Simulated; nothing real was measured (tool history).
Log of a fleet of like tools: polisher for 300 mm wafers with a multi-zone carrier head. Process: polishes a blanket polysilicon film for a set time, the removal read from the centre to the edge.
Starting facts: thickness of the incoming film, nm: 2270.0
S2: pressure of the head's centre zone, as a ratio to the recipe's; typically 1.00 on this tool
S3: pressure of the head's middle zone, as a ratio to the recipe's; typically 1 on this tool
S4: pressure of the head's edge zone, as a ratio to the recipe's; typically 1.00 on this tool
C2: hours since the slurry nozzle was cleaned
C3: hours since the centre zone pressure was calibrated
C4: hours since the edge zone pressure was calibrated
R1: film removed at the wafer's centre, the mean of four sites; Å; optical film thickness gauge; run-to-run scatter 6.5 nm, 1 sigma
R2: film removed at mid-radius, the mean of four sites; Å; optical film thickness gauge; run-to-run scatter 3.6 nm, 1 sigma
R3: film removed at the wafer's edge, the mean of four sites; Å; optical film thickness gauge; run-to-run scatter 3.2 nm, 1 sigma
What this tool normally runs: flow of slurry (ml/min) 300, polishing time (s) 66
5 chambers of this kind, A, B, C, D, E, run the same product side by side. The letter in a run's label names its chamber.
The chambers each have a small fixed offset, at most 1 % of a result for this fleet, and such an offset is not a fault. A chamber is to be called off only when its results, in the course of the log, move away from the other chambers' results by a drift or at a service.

{"hour": 2.4, "done": "chamber B: centre zone pressure recalibrated"}
{"hour": 10.1, "done": "chamber B: slurry nozzle cleaned"}
{"run": "1D", "hour": 10.3, "flow of slurry (ml/min)": 300, "S2": 1.0, "S3": 1, "S4": 1.0, "polishing time (s)": 66, "wafers polished on this pad": 532, "C2": 423.3, "C3": 328.5, "C4": 864.3, "R1": 5221.1, "R2": 5164.9, "R3": 5183.2}
{"run": "2B", "hour": 22.5, "flow of slurry (ml/min)": 300, "S2": 1.0, "S3": 1, "S4": 1.0, "polishing time (s)": 66, "wafers polished on this pad": 295, "C2": 12.5, "C3": 20.1, "C4": 78.8, "R1": 5267.3, "R2": 5255.1, "R3": 5125.8}
{"hour": 31.0, "done": "chamber D: slurry nozzle cleaned"}
{"run": "3E", "hour": 34.1, "flow of slurry (ml/min)": 300, "S2": 1.0, "S3": 1, "S4": 1.0, "polishing time (s)": 66, "wafers polished on this pad": 773, "C2": 298.6, "C3": 51.1, "C4": 368.3, "R1": 5131.8, "R2": 5215.5, "R3": 5200.3}
{"hour": 35.2, "done": "chamber A: worn pad replaced by a new one"}
{"run": "4C", "hour": 39.6, "flow of slurry (ml/min)": 300, "S2": 1.0, "S3": 1, "S4": 1.0, "polishing time (s)": 66, "wafers polished on this pad": 1152, "C2": 269.9, "C3": 140.0, "C4": 582.8, "R1": 5149.4, "R2": 5199.6, "R3": 5178.9}
{"hour": 43.4, "done": "chamber E: edge zone pressure recalibrated"}
{"hour": 49.2, "done": "chamber D: centre zone pressure recalibrated"}
{"run": "5A", "hour": 50.6, "flow of slurry (ml/min)": 300, "S2": 1.0, "S3": 1, "S4": 1.0, "polishing time (s)": 66, "wafers polished on this pad": 181, "C2": 746.7, "C3": 211.4, "C4": 319.0, "R1": 5180.4, "R2": 5094.1, "R3": 5155.7}
{"run": "6D", "hour": 58.5, "flow of slurry (ml/min)": 300, "S2": 1.0, "S3": 1, "S4": 1.0, "polishing time (s)": 66, "wafers polished on this pad": 1099, "C2": 27.5, "C3": 9.3, "C4": 912.5, "R1": 5162.4, "R2": 5240.8, "R3": 5196.6}
{"hour": 65.2, "done": "chamber B: worn pad replaced by a new one"}
{"run": "7A", "hour": 67.4, "flow of slurry (ml/min)": 300, "S2": 1.0, "S3": 1, "S4": 1.0, "polishing time (s)": 66, "wafers polished on this pad": 378, "C2": 763.5, "C3": 228.2, "C4": 335.8, "R1": 5188.4, "R2": 5128.9, "R3": 5128.7}
{"hour": 74.6, "done": "chamber C: worn pad replaced by a new one"}
{"run": "8C", "hour": 79.2, "flow of slurry (ml/min)": 260, "S2": 1.0, "S3": 1, "S4": 1.11, "polishing time (s)": 66, "wafers polished on this pad": 54, "C2": 309.5, "C3": 179.6, "C4": 622.4, "R1": 4937.6, "R2": 5120.7, "R3": 5413.6}
{"run": "9E", "hour": 87.7, "flow of slurry (ml/min)": 260, "S2": 1.0, "S3": 1, "S4": 1.11, "polishing time (s)": 66, "wafers polished on this pad": 1403, "C2": 352.2, "C3": 104.7, "C4": 44.3, "R1": 4889.9, "R2": 5141.8, "R3": 5502.3}
{"hour": 92.5, "done": "chamber E: worn pad replaced by a new one"}
{"hour": 92.9, "done": "chamber D: worn pad replaced by a new one"}
{"run": "10B", "hour": 99.7, "flow of slurry (ml/min)": 260, "S2": 1.0, "S3": 1, "S4": 1.11, "polishing time (s)": 66, "wafers polished on this pad": 406, "C2": 89.7, "C3": 97.3, "C4": 156.0, "R1": 5037.0, "R2": 5140.4, "R3": 5412.1}
{"run": "11A", "hour": 106.0, "flow of slurry (ml/min)": 260, "S2": 1.0, "S3": 1, "S4": 1.11, "polishing time (s)": 66, "wafers polished on this pad": 831, "C2": 802.1, "C3": 266.8, "C4": 374.4, "R1": 5090.7, "R2": 5058.4, "R3": 5400.2}
{"run": "12E", "hour": 114.9, "flow of slurry (ml/min)": 260, "S2": 1.0, "S3": 1, "S4": 1.11, "polishing time (s)": 66, "wafers polished on this pad": 263, "C2": 379.4, "C3": 131.9, "C4": 71.5, "R1": 5060.5, "R2": 5060.5, "R3": 5469.6}
{"run": "13B", "hour": 127.0, "flow of slurry (ml/min)": 300, "S2": 1.0, "S3": 1, "S4": 1.0, "polishing time (s)": 66, "wafers polished on this pad": 727, "C2": 117.0, "C3": 124.6, "C4": 183.3, "R1": 5130.7, "R2": 5174.9, "R3": 5153.7}
{"hour": 131.5, "done": "chamber A: worn pad replaced by a new one"}
{"run": "14D", "hour": 136.5, "flow of slurry (ml/min)": 300, "S2": 1.0, "S3": 1, "S4": 1.0, "polishing time (s)": 66, "wafers polished on this pad": 512, "C2": 105.5, "C3": 87.3, "C4": 990.5, "R1": 5137.5, "R2": 5204.9, "R3": 5177.8}
{"hour": 143.3, "done": "chamber B: worn pad replaced by a new one"}
{"hour": 145.7, "done": "chamber A: centre zone pressure recalibrated"}
{"run": "15C", "hour": 148.3, "flow of slurry (ml/min)": 300, "S2": 0.92, "S3": 1, "S4": 0.88, "polishing time (s)": 66, "wafers polished on this pad": 866, "C2": 378.6, "C3": 248.7, "C4": 691.5, "R1": 4790.9, "R2": 5094.4, "R3": 4870.3}
{"run": "16A", "hour": 157.7, "flow of slurry (ml/min)": 300, "S2": 0.92, "S3": 1, "S4": 0.88, "polishing time (s)": 66, "wafers polished on this pad": 308, "C2": 853.8, "C3": 12.0, "C4": 426.1, "R1": 4636.7, "R2": 5122.7, "R3": 4873.3}
{"hour": 162.9, "done": "chamber A: slurry nozzle cleaned"}
{"run": "17E", "hour": 167.0, "flow of slurry (ml/min)": 300, "S2": 0.92, "S3": 1, "S4": 0.88, "polishing time (s)": 66, "wafers polished on this pad": 876, "C2": 431.5, "C3": 184.0, "C4": 123.6, "R1": 4667.1, "R2": 5244.3, "R3": 4911.8}
{"run": "18B", "hour": 176.5, "flow of slurry (ml/min)": 300, "S2": 0.92, "S3": 1, "S4": 0.88, "polishing time (s)": 66, "wafers polished on this pad": 390, "C2": 166.5, "C3": 174.1, "C4": 232.8, "R1": 4703.3, "R2": 5133.9, "R3": 4859.7}
{"hour": 183.6, "done": "chamber C: worn pad replaced by a new one"}
{"run": "19C", "hour": 188.8, "flow of slurry (ml/min)": 300, "S2": 0.92, "S3": 1, "S4": 0.88, "polishing time (s)": 66, "wafers polished on this pad": 61, "C2": 419.1, "C3": 289.2, "C4": 732.0, "R1": 4636.9, "R2": 5208.4, "R3": 4885.9}
{"run": "20D", "hour": 201.2, "flow of slurry (ml/min)": 300, "S2": 1.0, "S3": 1, "S4": 1.0, "polishing time (s)": 66, "wafers polished on this pad": 1272, "C2": 170.2, "C3": 152.0, "C4": 1055.2, "R1": 5253.1, "R2": 5246.5, "R3": 5155.9}
{"hour": 209.7, "done": "chamber B: worn pad replaced by a new one"}
{"run": "21A", "hour": 210.9, "flow of slurry (ml/min)": 300, "S2": 1.0, "S3": 1, "S4": 1.0, "polishing time (s)": 75, "wafers polished on this pad": 933, "C2": 48.1, "C3": 65.2, "C4": 479.3, "R1": 5789.2, "R2": 5843.1, "R3": 5911.4}
{"hour": 212.0, "done": "chamber E: worn pad replaced by a new one"}
{"run": "22C", "hour": 216.5, "flow of slurry (ml/min)": 300, "S2": 1.0, "S3": 1, "S4": 1.0, "polishing time (s)": 75, "wafers polished on this pad": 386, "C2": 446.8, "C3": 316.9, "C4": 759.7, "R1": 5866.8, "R2": 5792.9, "R3": 5878.9}
{"run": "23B", "hour": 224.9, "flow of slurry (ml/min)": 300, "S2": 1.0, "S3": 1, "S4": 1.0, "polishing time (s)": 75, "wafers polished on this pad": 179, "C2": 214.9, "C3": 222.5, "C4": 281.2, "R1": 5860.6, "R2": 5971.5, "R3": 5930.2}
{"hour": 225.6, "done": "chamber D: worn pad replaced by a new one"}
{"run": "24D", "hour": 230.5, "flow of slurry (ml/min)": 300, "S2": 1.0, "S3": 1, "S4": 1.0, "polishing time (s)": 75, "wafers polished on this pad": 58, "C2": 199.5, "C3": 181.3, "C4": 1084.5, "R1": 5892.1, "R2": 5814.1, "R3": 5948.2}
{"run": "25E", "hour": 236.3, "flow of slurry (ml/min)": 300, "S2": 1.0, "S3": 1, "S4": 1.0, "polishing time (s)": 75, "wafers polished on this pad": 285, "C2": 500.8, "C3": 253.3, "C4": 192.9, "R1": 5767.0, "R2": 5909.6, "R3": 5829.0}
{"hour": 241.7, "done": "chamber A: worn pad replaced by a new one"}
{"run": "26A", "hour": 241.8, "flow of slurry (ml/min)": 300, "S2": 1.0, "S3": 1, "S4": 1.0, "polishing time (s)": 66, "wafers polished on this pad": 2, "C2": 79.0, "C3": 96.1, "C4": 510.2, "R1": 5145.6, "R2": 5157.1, "R3": 5243.1}
{"run": "27D", "hour": 253.0, "flow of slurry (ml/min)": 300, "S2": 1.0, "S3": 1, "S4": 1.0, "polishing time (s)": 66, "wafers polished on this pad": 322, "C2": 222.0, "C3": 203.8, "C4": 1107.0, "R1": 5169.0, "R2": 5212.6, "R3": 5180.1}
{"run": "28B", "hour": 258.5, "flow of slurry (ml/min)": 345, "S2": 1.0, "S3": 1, "S4": 1.05, "polishing time (s)": 66, "wafers polished on this pad": 574, "C2": 248.5, "C3": 256.1, "C4": 314.8, "R1": 5252.4, "R2": 5349.4, "R3": 5293.5}
{"run": "29E", "hour": 265.0, "flow of slurry (ml/min)": 345, "S2": 1.0, "S3": 1, "S4": 1.05, "polishing time (s)": 66, "wafers polished on this pad": 622, "C2": 529.5, "C3": 282.0, "C4": 221.6, "R1": 5260.7, "R2": 5278.7, "R3": 5304.4}
{"run": "30C", "hour": 275.4, "flow of slurry (ml/min)": 345, "S2": 1.0, "S3": 1, "S4": 1.05, "polishing time (s)": 66, "wafers polished on this pad": 1078, "C2": 505.7, "C3": 375.8, "C4": 818.6, "R1": 5095.9, "R2": 5214.6, "R3": 5313.4}
{"hour": 277.5, "done": "chamber B: worn pad replaced by a new one"}
{"run": "31E", "hour": 281.8, "flow of slurry (ml/min)": 345, "S2": 1.0, "S3": 1, "S4": 1.05, "polishing time (s)": 66, "wafers polished on this pad": 820, "C2": 546.3, "C3": 298.8, "C4": 238.4, "R1": 5146.7, "R2": 5225.8, "R3": 5374.1}
{"run": "32B", "hour": 291.9, "flow of slurry (ml/min)": 345, "S2": 1.0, "S3": 1, "S4": 1.05, "polishing time (s)": 66, "wafers polished on this pad": 170, "C2": 281.9, "C3": 289.5, "C4": 348.2, "R1": 5259.4, "R2": 5330.1, "R3": 5325.4}
{"run": "33A", "hour": 301.6, "flow of slurry (ml/min)": 300, "S2": 1.0, "S3": 1, "S4": 1.0, "polishing time (s)": 66, "wafers polished on this pad": 704, "C2": 138.8, "C3": 155.9, "C4": 570.0, "R1": 5258.8, "R2": 5145.4, "R3": 5117.3}
{"run": "34D", "hour": 311.7, "flow of slurry (ml/min)": 300, "S2": 1.0, "S3": 1, "S4": 1.0, "polishing time (s)": 66, "wafers polished on this pad": 1012, "C2": 280.7, "C3": 262.5, "C4": 1165.7, "R1": 5150.8, "R2": 5154.9, "R3": 5155.9}
{"hour": 314.8, "done": "chamber C: worn pad replaced by a new one"}
{"run": "35C", "hour": 320.9, "flow of slurry (ml/min)": 385, "S2": 1.0, "S3": 1, "S4": 1.0, "polishing time (s)": 66, "wafers polished on this pad": 71, "C2": 551.2, "C3": 421.3, "C4": 864.1, "R1": 5294.7, "R2": 5355.5, "R3": 5263.1}
{"run": "36B", "hour": 330.6, "flow of slurry (ml/min)": 385, "S2": 1.0, "S3": 1, "S4": 1.0, "polishing time (s)": 66, "wafers polished on this pad": 624, "C2": 320.6, "C3": 328.2, "C4": 386.9, "R1": 5279.1, "R2": 5367.2, "R3": 5300.4}
{"run": "37D", "hour": 340.5, "flow of slurry (ml/min)": 385, "S2": 1.0, "S3": 1, "S4": 1.0, "polishing time (s)": 66, "wafers polished on this pad": 1350, "C2": 309.5, "C3": 291.3, "C4": 1194.5, "R1": 5382.0, "R2": 5311.8, "R3": 5236.3}

Is one chamber out of step, is the gauge drifting, or do the chambers differ by no more than their own small offsets? For an off chamber, give its letter and the likeliest cause.

Neither any chamber nor the gauge drifts; the chambers differ only by their own small, steady offsets.
